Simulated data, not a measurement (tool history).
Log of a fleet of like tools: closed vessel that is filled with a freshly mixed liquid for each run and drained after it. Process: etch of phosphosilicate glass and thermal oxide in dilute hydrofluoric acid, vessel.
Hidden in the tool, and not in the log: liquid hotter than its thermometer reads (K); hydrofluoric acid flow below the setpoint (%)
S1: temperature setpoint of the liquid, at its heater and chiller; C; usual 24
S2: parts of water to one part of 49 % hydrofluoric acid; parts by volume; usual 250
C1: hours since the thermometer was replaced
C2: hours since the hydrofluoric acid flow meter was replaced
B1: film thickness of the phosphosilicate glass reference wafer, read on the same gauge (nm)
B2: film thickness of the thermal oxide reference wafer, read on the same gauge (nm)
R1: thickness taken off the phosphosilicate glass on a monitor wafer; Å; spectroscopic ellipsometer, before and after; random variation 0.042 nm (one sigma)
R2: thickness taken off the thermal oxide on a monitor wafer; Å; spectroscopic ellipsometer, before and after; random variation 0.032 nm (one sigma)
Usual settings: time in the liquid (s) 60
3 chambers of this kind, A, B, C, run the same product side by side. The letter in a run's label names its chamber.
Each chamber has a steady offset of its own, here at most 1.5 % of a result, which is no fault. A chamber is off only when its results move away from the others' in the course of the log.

run 1B hour=6.7 | S1=24 S2=250 time_in_the_liquid_(s)=60 | C1=394.4 C2=1804.1 | B1=150.01 B2=49.977 | R1=120.39 R2=9.632
run 2A hour=11.3 | S1=24 S2=250 time_in_the_liquid_(s)=60 | C1=891.4 C2=367.3 | B1=150.02 B2=50.006 | R1=123.07 R2=9.1094
run 3C hour=15.1 | S1=24 S2=250 time_in_the_liquid_(s)=60 | C1=379.1 C2=1038.6 | B1=150.02 B2=49.967 | R1=121.56 R2=9.2665
run 4B hour=20.8 | S1=24 S2=250 time_in_the_liquid_(s)=60 | C1=408.5 C2=1818.2 | B1=150.01 B2=50.005 | R1=120.04 R2=8.8938
run 5A hour=24.2 | S1=24 S2=250 time_in_the_liquid_(s)=60 | C1=904.3 C2=380.2 | B1=149.97 B2=50.007 | R1=122.83 R2=8.9387
run 6C hour=28.8 | S1=24 S2=175 time_in_the_liquid_(s)=75 | C1=392.8 C2=1052.3 | B1=149.97 B2=50.03 | R1=235.61 R2=17.087
run 7A hour=33.3 | S1=24 S2=175 time_in_the_liquid_(s)=75 | C1=913.4 C2=389.3 | B1=149.97 B2=50.011 | R1=237.73 R2=19.03
run 8B hour=38.1 | S1=24 S2=175 time_in_the_liquid_(s)=75 | C1=425.8 C2=1835.5 | B1=149.98 B2=50.037 | R1=232.11 R2=17.912
run 9C hour=41.6 | S1=24 S2=250 time_in_the_liquid_(s)=60 | C1=405.6 C2=1065.1 | B1=149.99 B2=49.963 | R1=121.79 R2=9.7417
run 10B hour=48.4 | S1=24 S2=250 time_in_the_liquid_(s)=60 | C1=436.1 C2=1845.8 | B1=150.01 B2=50.032 | R1=120.46 R2=9.9171
run 11C hour=53.5 | S1=24 S2=250 time_in_the_liquid_(s)=60 | C1=417.5 C2=1077 | B1=150.04 B2=50.009 | R1=121.65 R2=9.294
run 12A hour=59.5 | S1=24 S2=250 time_in_the_liquid_(s)=60 | C1=939.6 C2=415.5 | B1=150 B2=50.007 | R1=122.95 R2=9.7006
run 13A hour=63.9 | S1=27 S2=250 time_in_the_liquid_(s)=75 | C1=944 C2=419.9 | B1=149.99 B2=50.001 | R1=170.75 R2=13.701
run 14B hour=68.6 | S1=27 S2=250 time_in_the_liquid_(s)=75 | C1=456.3 C2=1866 | B1=150 B2=49.97 | R1=168.6 R2=13.32
run 15C hour=72.7 | S1=27 S2=250 time_in_the_liquid_(s)=75 | C1=436.7 C2=1096.2 | B1=149.98 B2=50.014 | R1=169.05 R2=12.533
run 16A hour=78.2 | S1=24 S2=250 time_in_the_liquid_(s)=60 | C1=958.3 C2=434.2 | B1=149.98 B2=49.997 | R1=122.56 R2=9.2879
run 17C hour=82.4 | S1=24 S2=250 time_in_the_liquid_(s)=60 | C1=446.4 C2=1105.9 | B1=150.01 B2=50.019 | R1=122.04 R2=9.4941
run 18B hour=87.1 | S1=24 S2=250 time_in_the_liquid_(s)=95 | C1=474.8 C2=1884.5 | B1=150.01 B2=49.976 | R1=190.63 R2=14.697
run 19C hour=91.8 | S1=24 S2=250 time_in_the_liquid_(s)=95 | C1=455.8 C2=1115.3 | B1=149.99 B2=50.002 | R1=192.02 R2=15.522
run 20B hour=96.3 | S1=24 S2=250 time_in_the_liquid_(s)=95 | C1=484 C2=1893.7 | B1=149.99 B2=49.987 | R1=190.82 R2=15.425
run 21A hour=102.8 | S1=24 S2=250 time_in_the_liquid_(s)=90 | C1=982.9 C2=458.8 | B1=150 B2=50.022 | R1=183.98 R2=14.364
run 22A hour=107.9 | S1=24 S2=250 time_in_the_liquid_(s)=90 | C1=988 C2=463.9 | B1=149.97 B2=49.953 | R1=184.6 R2=14.314
run 23C hour=114.4 | S1=24 S2=250 time_in_the_liquid_(s)=90 | C1=478.4 C2=1137.9 | B1=149.99 B2=49.96 | R1=182.74 R2=14.379
run 24B hour=121.1 | S1=24 S2=250 time_in_the_liquid_(s)=60 | C1=508.8 C2=1918.5 | B1=150 B2=50.008 | R1=121.54 R2=9.6737
run 25B hour=125.2 | S1=24 S2=250 time_in_the_liquid_(s)=80 | C1=512.9 C2=1922.6 | B1=149.98 B2=49.987 | R1=160.07 R2=12.802
run 26C hour=130.6 | S1=24 S2=250 time_in_the_liquid_(s)=80 | C1=494.6 C2=1154.1 | B1=149.99 B2=49.982 | R1=161.55 R2=12.212
run 27A hour=136.8 | S1=24 S2=250 time_in_the_liquid_(s)=80 | C1=1016.9 C2=492.8 | B1=150 B2=49.987 | R1=162.92 R2=11.977
run 28B hour=142.7 | S1=24 S2=250 time_in_the_liquid_(s)=60 | C1=530.4 C2=1940.1 | B1=150.04 B2=49.997 | R1=121.52 R2=9.2129
run 29C hour=148.8 | S1=24 S2=250 time_in_the_liquid_(s)=60 | C1=512.8 C2=1172.3 | B1=150.01 B2=50.026 | R1=121.6 R2=8.8873
run 30A hour=155.5 | S1=24 S2=165 time_in_the_liquid_(s)=75 | C1=1035.6 C2=511.5 | B1=149.99 B2=50.023 | R1=257.85 R2=19.904

Is one chamber off against the others, does the gauge drift, or is nothing wrong? If a chamber is off, say which, and what the likeliest cause is.

No chamber stands off beyond its own small offset, and the gauge holds steady.

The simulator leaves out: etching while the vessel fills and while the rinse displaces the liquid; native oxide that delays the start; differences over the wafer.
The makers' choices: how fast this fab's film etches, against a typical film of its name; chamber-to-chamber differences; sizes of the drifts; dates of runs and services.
